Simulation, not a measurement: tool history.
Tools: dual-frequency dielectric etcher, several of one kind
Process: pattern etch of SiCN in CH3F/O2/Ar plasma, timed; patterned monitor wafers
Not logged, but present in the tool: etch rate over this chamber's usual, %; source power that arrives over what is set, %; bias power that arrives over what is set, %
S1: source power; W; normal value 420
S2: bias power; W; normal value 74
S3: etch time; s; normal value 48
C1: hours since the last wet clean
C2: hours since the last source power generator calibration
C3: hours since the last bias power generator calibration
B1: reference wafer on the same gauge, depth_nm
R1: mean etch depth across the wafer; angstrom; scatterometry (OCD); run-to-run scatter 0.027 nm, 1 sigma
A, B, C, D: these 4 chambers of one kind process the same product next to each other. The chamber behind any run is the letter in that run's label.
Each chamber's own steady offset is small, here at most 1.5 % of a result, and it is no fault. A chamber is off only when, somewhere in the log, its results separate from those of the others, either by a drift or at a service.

run   hour   S1  S2  S3     C1      C2      C3      B1      R1
 1C   11.0  420  74  48  227.0   820.6  1742.2  16.002  185.65
 2B   23.0  420  74  48  403.0   261.1  1742.2  15.999  182.87
 3D   34.7  420  74  48  298.4   144.7   367.0  15.990  186.09
 4A   45.5  420  74  48  309.2  1295.8   163.8  15.986  185.12
 5A   54.6  420  74  48  318.3  1304.9   172.9  15.991  185.90
 6C   65.2  420  74  48  281.2   874.8  1796.4  15.991  185.12
 7B   79.4  420  74  48  459.4   317.5  1798.6  15.980  182.90
 8D   87.6  420  74  48  351.3   197.6   419.9  15.983  186.31
 9D   99.9  420  74  48  363.6   209.9   432.2  15.973  186.46
10C  111.4  420  74  48  327.4   921.0  1842.6  15.976  185.58
11B  120.0  420  74  48  500.0   358.1  1839.2  15.968  182.90
     133.4  -- chamber A: wet clean of the chamber
12A  133.9  420  74  48    0.5  1384.2   252.2  15.970  185.07
13B  141.1  420  74  48  521.1   379.2  1860.3  15.966  182.68
14D  148.5  420  74  48  412.2   258.5   480.8  15.957  185.59
15C  161.5  420  74  48  377.5   971.1  1892.7  15.957  185.06
16A  173.9  420  74  48   40.5  1424.2   292.2  15.962  184.84
17B  182.4  420  74  48  562.4   420.5  1901.6  15.953  182.71
18C  198.0  420  74  48  414.0  1007.6  1929.2  15.950  185.04
19D  206.2  420  74  48  469.9   316.2   538.5  15.951  185.72
20A  214.1  420  74  48   80.7  1464.4   332.4  15.949  184.92
21D  223.7  420  74  48  487.4   333.7   556.0  15.950  185.51
22A  237.7  420  74  48  104.3  1488.0   356.0  15.938  185.01
23C  248.2  420  74  48  464.2  1057.8  1979.4  15.941  185.29
     255.4  -- chamber B: wet clean of the chamber
24B  260.3  420  74  48    5.0   498.4  1979.5  15.942  182.50
25C  267.2  420  74  48  483.2  1076.8  1998.4  15.937  184.75
26D  276.5  420  74  48  540.2   386.5   608.8  15.941  185.57
27A  291.0  420  74  48  157.6  1541.3   409.3  15.926  185.00
28B  304.4  420  86  48   49.1   542.5  2023.6  15.929  192.39
     310.7  -- chamber C: wet clean of the chamber
29C  315.5  420  86  48    4.8  1125.1  2046.7  15.926  195.19
30D  329.1  420  86  48  592.8   439.1   661.4  15.918  195.80
31A  338.8  420  86  48  205.4  1589.1   457.1  15.926  194.82
32B  349.2  420  67  53   93.9   587.3  2068.4  15.912  194.42
     359.8  -- chamber D: wet clean of the chamber
33D  362.8  420  67  53    3.1   472.8   695.1  15.918  198.03
34A  374.6  420  67  53  241.2  1624.9   492.9  15.910  196.69
35C  385.9  420  67  53   75.2  1195.5  2117.1  15.905  196.73

Is one chamber out of step, is the gauge drifting, or do the chambers differ by no more than their own small offsets? For an off chamber, give its letter and the likeliest cause.

The gauge drifts, so all chambers seem to drift together. No chamber is off.
Likeliest cause: gauge reads low (%) = 0.59.
